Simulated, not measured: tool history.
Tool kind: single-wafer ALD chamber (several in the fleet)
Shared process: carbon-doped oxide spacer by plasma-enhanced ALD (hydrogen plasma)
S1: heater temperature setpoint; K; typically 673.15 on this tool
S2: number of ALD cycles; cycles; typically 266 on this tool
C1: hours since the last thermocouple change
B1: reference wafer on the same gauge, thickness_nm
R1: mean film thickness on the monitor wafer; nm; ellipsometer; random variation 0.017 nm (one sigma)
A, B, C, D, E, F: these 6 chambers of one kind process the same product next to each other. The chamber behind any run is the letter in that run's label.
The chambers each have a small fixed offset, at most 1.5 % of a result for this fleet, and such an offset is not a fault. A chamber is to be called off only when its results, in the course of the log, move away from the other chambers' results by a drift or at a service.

| run | day | S1 | S2 | C1 | B1 | R1 |
|---|---|---|---|---|---|---|
| 1C | 0.388 | 673.15 | 266 | 140.3 | 11.102 | 13.194 |
| 2F | 0.679 | 673.15 | 266 | 1669.1 | 11.103 | 13.327 |
| 3B | 0.983 | 673.15 | 266 | 1791.9 | 11.102 | 13.342 |
| 4A | 1.262 | 673.15 | 266 | 650.1 | 11.102 | 13.288 |
| 5E | 1.55 | 673.15 | 295 | 1019.1 | 11.11 | 14.788 |
| 6D | 1.904 | 673.15 | 295 | 1885.1 | 11.108 | 14.744 |
| 7D | 2.146 | 673.15 | 295 | 1890.9 | 11.106 | 14.796 |
| 8B | 2.438 | 673.15 | 295 | 1826.8 | 11.107 | 14.779 |
| 9A | 2.667 | 673.15 | 295 | 683.8 | 11.112 | 14.79 |
| 10E | 3.004 | 673.15 | 295 | 1054 | 11.112 | 14.769 |
| 11C | 3.254 | 673.15 | 266 | 209.1 | 11.113 | 13.194 |
| 12F | 3.533 | 673.15 | 266 | 1737.6 | 11.115 | 13.312 |
| 13A | 3.904 | 673.15 | 266 | 713.5 | 11.118 | 13.344 |
| 14C | 4.292 | 673.15 | 266 | 234 | 11.116 | 13.159 |
| 15E | 4.675 | 673.15 | 266 | 1094.1 | 11.118 | 13.337 |
| 16F | 5.088 | 673.15 | 266 | 1774.9 | 11.122 | 13.329 |
| 17D | 5.475 | 673.15 | 266 | 1970.8 | 11.126 | 13.327 |
| 18B | 5.754 | 682.15 | 237 | 1906.4 | 11.126 | 11.555 |
| 19A | 6.117 | 682.15 | 237 | 766.6 | 11.123 | 11.555 |
| 20B | 6.346 | 682.15 | 237 | 1920.6 | 11.13 | 11.579 |
| 21D | 6.617 | 682.15 | 237 | 1998.2 | 11.128 | 11.572 |
| 22E | 6.962 | 682.15 | 237 | 1149 | 11.132 | 11.557 |
| 23C | 7.183 | 682.15 | 237 | 303.4 | 11.13 | 11.455 |
| 24F | 7.583 | 662.15 | 303 | 1834.8 | 11.132 | 15.243 |
| 25D | 7.996 | 662.15 | 303 | 2031.3 | 11.135 | 15.229 |
| 26B | 8.375 | 662.15 | 303 | 1969.3 | 11.133 | 15.23 |
| 27E | 8.675 | 662.15 | 303 | 1190.1 | 11.135 | 15.226 |
| 28C | 8.929 | 662.15 | 303 | 345.3 | 11.141 | 15.029 |
| 29F | 9.308 | 662.15 | 303 | 1876.2 | 11.137 | 15.205 |
|  | 9.562 | chamber B: thermocouple changed; heater temperature recalibrated |
| 30A | 9.667 | 673.15 | 266 | 851.8 | 11.137 | 13.355 |
| 31C | 9.954 | 673.15 | 266 | 369.9 | 11.143 | 13.208 |
| 32D | 10.35 | 673.15 | 266 | 2087.8 | 11.139 | 13.372 |
| 33A | 10.771 | 673.15 | 266 | 878.3 | 11.146 | 13.379 |
| 34B | 11.067 | 673.15 | 266 | 36.2 | 11.146 | 13.369 |
| 35E | 11.371 | 673.15 | 228 | 1254.8 | 11.15 | 11.466 |
| 36F | 11.562 | 673.15 | 228 | 1930.3 | 11.149 | 11.484 |
| 37D | 11.871 | 673.15 | 228 | 2124.3 | 11.151 | 11.477 |
| 38B | 12.296 | 673.15 | 228 | 65.7 | 11.15 | 11.484 |
| 39C | 12.625 | 673.15 | 228 | 434 | 11.155 | 11.308 |
| 40A | 13.012 | 673.15 | 228 | 932.1 | 11.157 | 11.463 |
| 41E | 13.371 | 673.15 | 266 | 1302.8 | 11.156 | 13.41 |

Has any chamber moved away from the others, gradually or after a service, or does the common gauge drift, or do the chambers differ only by their own small steady offsets? State the chamber and the most likely cause if one applies.

The gauge drifts, so all chambers seem to drift together. No chamber is off.
Cause: gauge reads high (%) = 0.524.

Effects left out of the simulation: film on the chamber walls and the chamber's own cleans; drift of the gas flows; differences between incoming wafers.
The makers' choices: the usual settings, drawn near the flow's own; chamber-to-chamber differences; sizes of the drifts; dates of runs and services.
